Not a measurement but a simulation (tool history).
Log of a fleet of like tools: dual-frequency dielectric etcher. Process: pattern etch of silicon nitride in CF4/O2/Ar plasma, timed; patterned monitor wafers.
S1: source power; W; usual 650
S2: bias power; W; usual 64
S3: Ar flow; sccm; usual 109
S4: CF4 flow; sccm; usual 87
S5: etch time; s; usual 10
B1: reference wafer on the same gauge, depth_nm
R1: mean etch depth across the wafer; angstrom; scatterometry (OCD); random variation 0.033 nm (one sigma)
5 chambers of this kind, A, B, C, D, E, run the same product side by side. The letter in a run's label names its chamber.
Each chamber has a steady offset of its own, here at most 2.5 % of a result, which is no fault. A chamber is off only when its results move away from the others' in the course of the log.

run,hour,S1,S2,S3,S4,S5,B1,R1
1A,4.6,650,64,109,87,10,22.394,255.05
2D,8.9,650,64,109,87,10,22.397,255.20
3C,14.4,650,64,109,87,10,22.390,248.74
4E,19.3,650,64,109,87,10,22.381,255.21
5B,24.4,650,64,109,87,10,22.383,255.41
6B,27.8,650,64,109,87,10,22.371,255.41
7A,31.8,650,64,109,87,10,22.374,255.06
8D,36.9,650,64,109,87,10,22.371,254.56
9E,40.7,650,64,109,87,10,22.366,255.34
10C,45.4,650,64,109,87,10,22.367,248.57
11D,50.0,650,64,109,87,10,22.363,254.07
# hour 51.3: chamber C: wet clean of the chamber
12A,53.1,650,64,109,87,10,22.363,254.47
13E,56.7,650,64,109,87,10,22.360,255.47
14C,60.7,650,64,109,87,10,22.351,248.65
15B,66.3,650,64,109,87,10,22.347,255.71
16C,71.2,650,64,109,87,10,22.345,248.68
17A,75.1,650,64,109,87,10,22.349,254.23
18B,79.5,650,64,109,87,10,22.332,255.63
19D,84.9,650,64,109,87,10,22.335,254.19
20E,90.5,650,64,99,87,10,22.324,257.12
21C,94.6,650,64,99,87,10,22.318,251.08
22A,100.1,650,64,99,87,10,22.314,256.41
23E,103.6,650,64,99,87,10,22.317,257.66
24D,108.5,650,64,99,87,10,22.319,256.90
25B,113.8,650,64,132,96,10,22.307,252.04
26D,118.5,650,64,132,96,10,22.317,251.64
27B,121.4,650,64,132,96,10,22.304,251.90
28A,126.1,650,64,132,96,10,22.300,249.87
29C,131.1,650,64,132,96,10,22.296,245.60
30E,135.3,650,64,109,87,10,22.296,254.52
31B,140.7,650,64,109,87,10,22.295,254.72
32A,146.1,650,64,109,87,10,22.279,253.07

Is one chamber off against the others, does the gauge drift, or is nothing wrong? If a chamber is off, say which, and what the likeliest cause is.

The gauge drifts, so all chambers seem to drift together. No chamber is off.
Cause: gauge reads low (%) = 0.534.
